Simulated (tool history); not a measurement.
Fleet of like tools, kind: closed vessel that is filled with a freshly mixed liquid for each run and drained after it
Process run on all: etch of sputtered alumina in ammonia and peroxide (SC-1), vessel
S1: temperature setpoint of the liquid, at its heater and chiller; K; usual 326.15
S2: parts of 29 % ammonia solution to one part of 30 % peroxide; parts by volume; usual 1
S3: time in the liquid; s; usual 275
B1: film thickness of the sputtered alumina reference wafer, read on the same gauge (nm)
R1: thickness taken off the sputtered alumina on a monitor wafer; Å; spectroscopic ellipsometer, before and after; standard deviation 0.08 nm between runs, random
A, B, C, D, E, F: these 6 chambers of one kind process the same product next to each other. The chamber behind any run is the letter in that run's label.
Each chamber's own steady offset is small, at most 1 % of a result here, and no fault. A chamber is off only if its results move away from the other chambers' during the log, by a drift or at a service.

| run | hour | S1 | S2 | S3 | B1 | R1 |
|---|---|---|---|---|---|---|
| 1C | 2.8 | 326.15 | 1 | 275 | 70.016 | 222.74 |
| 2B | 8.2 | 326.15 | 1 | 275 | 70.027 | 220.88 |
|  | 10.7 | chamber B: new drum of ammonia solution connected |
| 3A | 12.8 | 326.15 | 1 | 275 | 69.983 | 222.59 |
| 4E | 16.8 | 326.15 | 1 | 275 | 69.98 | 222.73 |
| 5F | 19.5 | 326.15 | 1 | 275 | 70.011 | 221.11 |
| 6D | 22.9 | 326.15 | 1 | 275 | 70.007 | 223.63 |
| 7B | 26.6 | 326.15 | 1 | 275 | 69.985 | 220.36 |
| 8E | 32.2 | 326.15 | 1 | 275 | 69.986 | 221.15 |
| 9D | 35.1 | 326.15 | 1 | 275 | 69.997 | 223.5 |
| 10F | 39.5 | 326.15 | 1 | 275 | 70.003 | 219.79 |
| 11A | 43.6 | 326.15 | 1 | 275 | 70.02 | 224.3 |
| 12C | 47.4 | 326.15 | 1 | 275 | 70.004 | 222.94 |
| 13E | 50.7 | 326.15 | 1 | 275 | 70.012 | 223.27 |
| 14D | 54 | 326.15 | 1.2 | 275 | 70.01 | 227.72 |
| 15A | 58.9 | 326.15 | 1.2 | 275 | 70.005 | 225.94 |
| 16F | 63.8 | 326.15 | 1.2 | 275 | 69.991 | 225.26 |
| 17C | 68.2 | 326.15 | 1.2 | 275 | 69.989 | 228.23 |
| 18B | 72.5 | 326.15 | 1.2 | 275 | 70.004 | 224.85 |
|  | 73 | chamber D: new drum of ammonia solution connected |
| 19D | 76.3 | 326.15 | 1.2 | 275 | 69.988 | 225.41 |
| 20F | 80.8 | 326.15 | 1 | 275 | 70.002 | 220.4 |
| 21E | 86 | 326.15 | 1 | 275 | 69.983 | 220.47 |
| 22B | 89.1 | 326.15 | 1 | 275 | 69.994 | 220.04 |
| 23A | 93.6 | 326.15 | 1 | 275 | 69.995 | 221.55 |
| 24C | 97.7 | 326.15 | 1 | 275 | 69.992 | 224.06 |
| 25A | 100.4 | 326.15 | 1 | 275 | 70.001 | 222.63 |
| 26C | 103.5 | 326.15 | 1 | 275 | 70 | 224.37 |
| 27D | 108.3 | 326.15 | 1 | 275 | 70.018 | 223.89 |
| 28B | 113.9 | 326.15 | 1 | 275 | 70.021 | 221.08 |
| 29E | 117.7 | 326.15 | 1 | 275 | 70.005 | 218.81 |
| 30F | 121.3 | 326.15 | 1 | 275 | 70.011 | 219.51 |
| 31C | 124.7 | 326.15 | 1 | 275 | 69.978 | 224.2 |
| 32E | 130.7 | 326.15 | 1 | 275 | 69.987 | 216.84 |
| 33A | 135.9 | 326.15 | 1 | 275 | 70.019 | 224.26 |
| 34B | 139.6 | 326.15 | 1 | 275 | 70.022 | 220.18 |
| 35D | 144.9 | 326.15 | 1 | 210 | 70.008 | 170.26 |
| 36F | 150.2 | 326.15 | 1 | 210 | 69.986 | 168.06 |

All 6 chambers run these settings next. Forecast each chamber's results:
| 37A | 154.5 | 319.15 | 1 | 275 |  | ? |
| 37B | 154.5 | 319.15 | 1 | 275 |  | ? |
| 37C | 154.5 | 319.15 | 1 | 275 |  | ? |
| 37D | 154.5 | 319.15 | 1 | 275 |  | ? |
| 37E | 154.5 | 319.15 | 1 | 275 |  | ? |
| 37F | 154.5 | 319.15 | 1 | 275 |  | ? |

| run | R1 |
|---|---|
| 37A | 152.39 |
| 37B | 150.26 |
| 37C | 152.2 |
| 37D | 152.46 |
| 37E | 147.86 |
| 37F | 150 |
